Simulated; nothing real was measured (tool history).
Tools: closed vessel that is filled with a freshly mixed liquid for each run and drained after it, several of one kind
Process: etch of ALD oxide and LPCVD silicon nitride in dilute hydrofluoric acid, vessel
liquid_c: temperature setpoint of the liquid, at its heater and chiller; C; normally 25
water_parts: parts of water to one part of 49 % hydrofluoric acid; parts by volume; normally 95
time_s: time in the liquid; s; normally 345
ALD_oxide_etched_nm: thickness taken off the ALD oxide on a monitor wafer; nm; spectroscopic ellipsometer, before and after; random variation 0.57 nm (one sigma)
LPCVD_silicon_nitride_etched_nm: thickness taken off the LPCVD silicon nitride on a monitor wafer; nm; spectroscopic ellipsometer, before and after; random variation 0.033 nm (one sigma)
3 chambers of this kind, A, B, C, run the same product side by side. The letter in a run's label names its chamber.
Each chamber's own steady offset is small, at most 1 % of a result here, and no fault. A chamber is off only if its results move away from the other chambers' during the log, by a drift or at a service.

| run | hour | liquid_c | water_parts | time_s | hours since the thermometer was replaced | hours since the hydrofluoric acid flow meter was replaced | read-back film thickness of the ALD oxide reference wafer, read on the same gauge (nm) | read-back film thickness of the LPCVD silicon nitride reference wafer, read on the same gauge (nm) | ALD_oxide_etched_nm | LPCVD_silicon_nitride_etched_nm |
|---|---|---|---|---|---|---|---|---|---|---|
| 1A | 12.4 | 25 | 95 | 345 | 1521.4 | 93.2 | 29.965 | 130.01 | 60.577 | 1.9166 |
| 2B | 25.8 | 25 | 95 | 345 | 1798.6 | 1876.5 | 30.058 | 130 | 60.273 | 1.922 |
| 3C | 34.8 | 25 | 95 | 345 | 433.4 | 877.1 | 30.036 | 130.02 | 59.125 | 1.9006 |
| 4A | 43.5 | 25 | 95 | 345 | 1552.5 | 124.3 | 30.026 | 130 | 59.647 | 1.9968 |
|  | 54.7 | chamber B: hydrofluoric acid flow meter replaced |
| 5B | 55.6 | 25 | 95 | 345 | 1828.4 | 1 | 29.963 | 130 | 60.488 | 1.8556 |
| 6C | 63.5 | 27.5 | 95 | 345 | 462.1 | 905.8 | 29.984 | 129.99 | 65.348 | 2.1298 |
| 7B | 71 | 27.5 | 95 | 345 | 1843.8 | 16.4 | 29.971 | 130.01 | 64.895 | 2.162 |
| 8C | 84 | 27.5 | 95 | 345 | 482.6 | 926.3 | 29.971 | 129.99 | 65.38 | 2.1854 |
| 9A | 91.3 | 25 | 95 | 345 | 1600.3 | 172.1 | 30.005 | 129.96 | 59.175 | 1.8752 |
| 10A | 103.8 | 25 | 95 | 345 | 1612.8 | 184.6 | 30.013 | 130.03 | 60.22 | 1.8795 |
| 11C | 115.7 | 25 | 95 | 345 | 514.3 | 958 | 30.002 | 130.02 | 59.749 | 1.8678 |
| 12B | 125 | 25 | 95 | 345 | 1897.8 | 70.4 | 30.03 | 130 | 59.906 | 1.9089 |
| 13C | 134.6 | 25 | 95 | 345 | 533.2 | 976.9 | 30.038 | 129.96 | 60.065 | 1.8577 |
| 14B | 145.8 | 25 | 95 | 345 | 1918.6 | 91.2 | 29.947 | 130.01 | 59.89 | 1.8222 |
| 15A | 157.5 | 25 | 95 | 345 | 1666.5 | 238.3 | 30.019 | 129.99 | 60.364 | 1.8597 |
| 16B | 170.2 | 25 | 95 | 345 | 1943 | 115.6 | 29.94 | 129.98 | 59.34 | 1.8582 |
| 17A | 179.5 | 25 | 95 | 345 | 1688.5 | 260.3 | 29.97 | 130 | 59.942 | 1.9148 |
| 18C | 191.1 | 25 | 95 | 345 | 589.7 | 1033.4 | 30.014 | 130.02 | 60.521 | 1.9899 |
| 19B | 202.4 | 25 | 95 | 345 | 1975.2 | 147.8 | 30.023 | 129.97 | 59.248 | 1.8518 |
| 20A | 209.5 | 25 | 95 | 345 | 1718.5 | 290.3 | 30.017 | 130.02 | 59.723 | 1.9298 |
| 21C | 218.9 | 25 | 95 | 345 | 617.5 | 1061.2 | 30.02 | 130.01 | 62.251 | 1.9442 |
| 22A | 230.7 | 25 | 95 | 345 | 1739.7 | 311.5 | 29.933 | 130.03 | 60.152 | 1.889 |
| 23B | 239.6 | 25 | 95 | 345 | 2012.4 | 185 | 30.033 | 130 | 60.235 | 1.8601 |
| 24C | 251.4 | 25 | 95 | 345 | 650 | 1093.7 | 29.982 | 129.97 | 61.538 | 1.9947 |
| 25B | 262.1 | 25 | 95 | 345 | 2034.9 | 207.5 | 29.941 | 130.03 | 60.476 | 1.9047 |
| 26C | 273.4 | 25 | 115 | 175 | 672 | 1115.7 | 29.956 | 130.01 | 25.916 | 0.83898 |
| 27A | 282.7 | 25 | 115 | 175 | 1791.7 | 363.5 | 29.981 | 130 | 24.604 | 0.81802 |

Next, every chamber runs the same settings. What will each give?
| 28A | 292.5 | 25 | 95 | 345 |  |  |  |  | ? | ? |
| 28B | 292.5 | 25 | 95 | 345 |  |  |  |  | ? | ? |
| 28C | 292.5 | 25 | 95 | 345 |  |  |  |  | ? | ? |

| run | ALD_oxide_etched_nm | LPCVD_silicon_nitride_etched_nm |
|---|---|---|
| 28A | 60.263 | 1.8564 |
| 28B | 60.349 | 1.8835 |
| 28C | 63.094 | 1.9599 |
